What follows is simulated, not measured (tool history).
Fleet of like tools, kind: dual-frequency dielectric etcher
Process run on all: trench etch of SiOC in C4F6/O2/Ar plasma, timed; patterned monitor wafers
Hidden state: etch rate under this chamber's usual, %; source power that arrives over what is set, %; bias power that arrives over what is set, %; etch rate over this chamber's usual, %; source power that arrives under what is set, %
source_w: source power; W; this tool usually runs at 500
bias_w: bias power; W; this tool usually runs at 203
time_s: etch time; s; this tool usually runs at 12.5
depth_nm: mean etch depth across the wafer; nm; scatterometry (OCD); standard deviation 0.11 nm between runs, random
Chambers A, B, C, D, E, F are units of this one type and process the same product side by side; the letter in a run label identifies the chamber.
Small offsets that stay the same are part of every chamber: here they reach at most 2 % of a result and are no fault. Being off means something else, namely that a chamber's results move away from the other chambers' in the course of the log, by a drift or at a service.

| run | hour | source_w | bias_w | time_s | hours since the last wet clean | hours since the last source power generator calibration | hours since the last bias power generator calibration | read-back reference wafer on the same gauge, depth_nm | depth_nm |
|---|---|---|---|---|---|---|---|---|---|
| 1E | 2.7 | 500 | 203 | 12.5 | 271.4 | 2322.3 | 1115.1 | 25.214 | 29.630 |
| 2A | 5.4 | 500 | 203 | 12.5 | 389.2 | 3774.0 | 765.8 | 25.190 | 29.516 |
| 3B | 10.6 | 500 | 203 | 12.5 | 463.7 | 4053.9 | 2100.6 | 25.212 | 29.071 |
| 4F | 12.9 | 500 | 203 | 12.5 | 506.0 | 1380.4 | 769.0 | 25.197 | 29.342 |
| 5C | 16.3 | 500 | 203 | 12.5 | 313.6 | 43.6 | 3238.6 | 25.214 | 29.014 |
| 6D | 19.9 | 500 | 203 | 12.5 | 29.0 | 1383.8 | 2708.3 | 25.186 | 29.186 |
| 7A | 23.1 | 500 | 203 | 12.5 | 406.9 | 3791.7 | 783.5 | 25.200 | 29.470 |
| 8D | 26.7 | 500 | 203 | 12.5 | 35.8 | 1390.6 | 2715.1 | 25.212 | 29.140 |
| 9F | 30.3 | 500 | 203 | 12.5 | 523.4 | 1397.8 | 786.4 | 25.193 | 29.362 |
| 10C | 33.1 | 500 | 203 | 12.5 | 330.4 | 60.4 | 3255.4 | 25.202 | 29.084 |
| 11B | 36.3 | 500 | 203 | 12.5 | 489.4 | 4079.6 | 2126.3 | 25.224 | 28.940 |
| 12E | 40.0 | 430 | 203 | 12.5 | 308.7 | 2359.6 | 1152.4 | 25.186 | 27.923 |
| 13E | 43.9 | 430 | 203 | 12.5 | 312.6 | 2363.5 | 1156.3 | 25.204 | 27.785 |
| 14D | 47.6 | 430 | 203 | 12.5 | 56.7 | 1411.5 | 2736.0 | 25.190 | 27.680 |
| 15C | 50.8 | 430 | 203 | 12.5 | 348.1 | 78.1 | 3273.1 | 25.217 | 27.518 |
| 16B | 53.2 | 430 | 203 | 12.5 | 506.3 | 4096.5 | 2143.2 | 25.211 | 27.385 |
| 17F | 56.6 | 430 | 203 | 12.5 | 549.7 | 1424.1 | 812.7 | 25.185 | 27.615 |
|  | 56.7 | chamber C: wet clean of the chamber |
| 18A | 59.9 | 500 | 203 | 12.5 | 443.7 | 3828.5 | 820.3 | 25.221 | 29.473 |
|  | 64.5 | chamber F: wet clean of the chamber |
| 19F | 64.7 | 500 | 203 | 12.5 | 0.2 | 1432.2 | 820.8 | 25.186 | 29.422 |
| 20A | 68.4 | 430 | 249 | 12.5 | 452.2 | 3837.0 | 828.8 | 25.210 | 29.605 |
| 21E | 71.0 | 430 | 249 | 12.5 | 339.7 | 2390.6 | 1183.4 | 25.198 | 29.872 |
| 22D | 75.4 | 430 | 249 | 12.5 | 84.5 | 1439.3 | 2763.8 | 25.198 | 29.425 |
| 23B | 79.0 | 430 | 249 | 12.5 | 532.1 | 4122.3 | 2169.0 | 25.196 | 29.104 |
| 24C | 82.4 | 430 | 249 | 12.5 | 25.8 | 109.7 | 3304.7 | 25.211 | 30.361 |
| 25B | 86.0 | 430 | 249 | 12.5 | 539.1 | 4129.3 | 2176.0 | 25.192 | 29.088 |
| 26F | 90.1 | 500 | 203 | 12.5 | 25.6 | 1457.6 | 846.2 | 25.219 | 29.219 |
| 27D | 92.7 | 500 | 203 | 12.5 | 101.8 | 1456.6 | 2781.1 | 25.210 | 29.175 |
| 28E | 96.2 | 500 | 203 | 12.5 | 364.9 | 2415.8 | 1208.6 | 25.209 | 29.424 |
| 29A | 101.6 | 500 | 203 | 12.5 | 485.4 | 3870.2 | 862.0 | 25.223 | 29.366 |
| 30C | 104.1 | 500 | 203 | 12.5 | 47.5 | 131.4 | 3326.4 | 25.199 | 30.074 |
| 31F | 108.8 | 500 | 203 | 12.5 | 44.3 | 1476.3 | 864.9 | 25.210 | 29.310 |
| 32A | 113.4 | 500 | 203 | 12.5 | 497.2 | 3882.0 | 873.8 | 25.222 | 29.420 |
| 33C | 116.5 | 500 | 203 | 12.5 | 59.9 | 143.8 | 3338.8 | 25.219 | 30.065 |
| 34D | 120.7 | 500 | 203 | 12.5 | 129.8 | 1484.6 | 2809.1 | 25.185 | 29.318 |
| 35B | 126.1 | 500 | 203 | 12.5 | 579.2 | 4169.4 | 2216.1 | 25.196 | 29.181 |
| 36E | 130.3 | 500 | 203 | 12.5 | 399.0 | 2449.9 | 1242.7 | 25.178 | 29.472 |
| 37E | 133.9 | 500 | 203 | 12.5 | 402.6 | 2453.5 | 1246.3 | 25.188 | 29.403 |
| 38F | 136.4 | 500 | 203 | 12.5 | 71.9 | 1503.9 | 892.5 | 25.218 | 29.458 |
| 39C | 139.4 | 410 | 236 | 12.5 | 82.8 | 166.7 | 3361.7 | 25.215 | 28.859 |
| 40B | 143.5 | 410 | 236 | 12.5 | 596.6 | 4186.8 | 2233.5 | 25.189 | 28.156 |
| 41A | 146.6 | 410 | 236 | 12.5 | 530.4 | 3915.2 | 907.0 | 25.212 | 28.552 |
| 42D | 151.1 | 410 | 236 | 12.5 | 160.2 | 1515.0 | 2839.5 | 25.166 | 28.377 |
| 43C | 154.6 | 410 | 236 | 12.5 | 98.0 | 181.9 | 3376.9 | 25.212 | 29.192 |

All chambers now run identical settings, listed one chamber a line with results as question marks. What results will each chamber show?
| 44A | 158.5 | 500 | 203 | 12.5 |  |  |  |  | ? |
| 44B | 158.5 | 500 | 203 | 12.5 |  |  |  |  | ? |
| 44C | 158.5 | 500 | 203 | 12.5 |  |  |  |  | ? |
| 44D | 158.5 | 500 | 203 | 12.5 |  |  |  |  | ? |
| 44E | 158.5 | 500 | 203 | 12.5 |  |  |  |  | ? |
| 44F | 158.5 | 500 | 203 | 12.5 |  |  |  |  | ? |

| run | depth_nm |
|---|---|
| 44A | 29.554 |
| 44B | 29.013 |
| 44C | 29.888 |
| 44D | 29.194 |
| 44E | 29.395 |
| 44F | 29.381 |
